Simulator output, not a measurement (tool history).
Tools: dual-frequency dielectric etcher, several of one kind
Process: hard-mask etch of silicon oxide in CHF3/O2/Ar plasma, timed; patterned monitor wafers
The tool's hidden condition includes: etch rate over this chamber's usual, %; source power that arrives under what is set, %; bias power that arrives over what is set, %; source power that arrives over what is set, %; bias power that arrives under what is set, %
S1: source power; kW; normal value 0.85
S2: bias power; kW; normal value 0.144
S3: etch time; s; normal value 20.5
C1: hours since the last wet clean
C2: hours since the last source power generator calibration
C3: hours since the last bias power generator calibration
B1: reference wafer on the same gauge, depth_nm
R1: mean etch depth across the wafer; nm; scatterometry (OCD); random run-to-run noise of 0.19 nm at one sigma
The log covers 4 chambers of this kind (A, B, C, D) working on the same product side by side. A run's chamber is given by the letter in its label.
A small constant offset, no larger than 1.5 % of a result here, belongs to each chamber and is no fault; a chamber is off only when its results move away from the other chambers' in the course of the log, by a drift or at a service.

run	day	S1	S2	S3	C1	C2	C3	B1	R1
1A	0.171	0.85	0.144	20.5	212.2	2532.6	2343	51.698	43.139
2B	0.517	0.85	0.144	20.5	445	1462.2	1900.1	51.72	43.094
3C	0.7	0.85	0.144	20.5	534.3	913.5	2823	51.718	42.321
4D	1.038	0.85	0.144	20.5	201.7	415.1	1719.3	51.686	43.248
5A	1.396	0.85	0.16	15.5	241.6	2562	2372.4	51.671	33.625
6C	1.7	0.85	0.16	15.5	558.3	937.5	2847	51.702	33.337
7B	2.062	0.85	0.16	15.5	482.1	1499.3	1937.2	51.749	34.014
8D	2.429	0.85	0.16	15.5	235.1	448.5	1752.7	51.672	33.921
9A	2.758	0.85	0.144	20.5	274.3	2594.7	2405.1	51.681	42.901
10B	3.05	0.85	0.144	20.5	505.8	1523	1960.9	51.645	43.311
11D	3.392	0.85	0.144	17	258.2	471.6	1775.8	51.695	35.85
12C	3.579	0.85	0.144	17	603.4	982.6	2892.1	51.711	35.286
13A	3.896	0.85	0.144	17	301.6	2622	2432.4	51.726	35.625
14C	4.125	0.85	0.144	17	616.5	995.7	2905.2	51.728	35.267
15D	4.479	0.85	0.144	20.5	284.3	497.7	1801.9	51.686	43.108
16B	4.796	0.85	0.144	20.5	547.7	1564.9	2002.8	51.686	43.34
17B	5.1	0.85	0.144	20.5	555	1572.2	2010.1	51.765	43.588
# day 5.354: chamber B: bias power generator calibrated
18C	5.483	0.85	0.144	20.5	649.1	1028.3	2937.8	51.707	42.511
# day 5.692: chamber B: wet clean of the chamber
19D	5.746	0.85	0.144	20.5	314.7	528.1	1832.3	51.722	43.156
20A	6.092	0.85	0.144	20.5	354.3	2674.7	2485.1	51.678	43.475
21D	6.271	0.85	0.144	20.5	327.3	540.7	1844.9	51.644	43.543
22B	6.562	0.85	0.144	20.5	20.9	1607.3	29	51.699	43.108
# day 6.658: chamber C: wet clean of the chamber
23A	6.788	1.02	0.144	20.5	371	2691.4	2501.8	51.747	46.525
24C	7.142	1.02	0.144	20.5	11.7	1068.1	2977.6	51.707	45.492
25B	7.404	1.02	0.144	20.5	41.1	1627.5	49.2	51.695	46.369
26C	7.679	1.02	0.144	20.5	24.6	1081	2990.5	51.693	45.6
27A	7.879	0.85	0.144	20.5	397.2	2717.6	2528	51.678	44.156
28D	8.054	0.85	0.144	20.5	370.1	583.5	1887.7	51.708	43.389
29A	8.238	0.85	0.144	24	405.8	2726.2	2536.6	51.721	51.397
# day 8.467: chamber D: wet clean of the chamber
30D	8.475	0.85	0.144	24	0.3	593.6	1897.8	51.708	50.843
31B	8.667	0.85	0.144	24	71.4	1657.8	79.5	51.704	50.753
32C	9.029	0.85	0.144	24	57	1113.4	3022.9	51.717	49.568
33C	9.317	0.71	0.144	16	63.9	1120.3	3029.8	51.71	31.126
34A	9.608	0.71	0.144	16	438.7	2759.1	2569.5	51.692	31.853
35D	9.829	0.71	0.144	16	32.8	626.1	1930.3	51.718	31.604
36B	10.108	0.71	0.144	16	106	1692.4	114.1	51.706	31.239
37A	10.362	0.94	0.144	26	456.8	2777.2	2587.6	51.671	58.005

Next, every chamber runs the same settings. What will each give?
38A	10.642	0.93	0.144	20.5					?
38B	10.642	0.93	0.144	20.5					?
38C	10.642	0.93	0.144	20.5					?
38D	10.642	0.93	0.144	20.5					?

run	R1
38A	45.792
38B	44.962
38C	44.073
38D	45.185

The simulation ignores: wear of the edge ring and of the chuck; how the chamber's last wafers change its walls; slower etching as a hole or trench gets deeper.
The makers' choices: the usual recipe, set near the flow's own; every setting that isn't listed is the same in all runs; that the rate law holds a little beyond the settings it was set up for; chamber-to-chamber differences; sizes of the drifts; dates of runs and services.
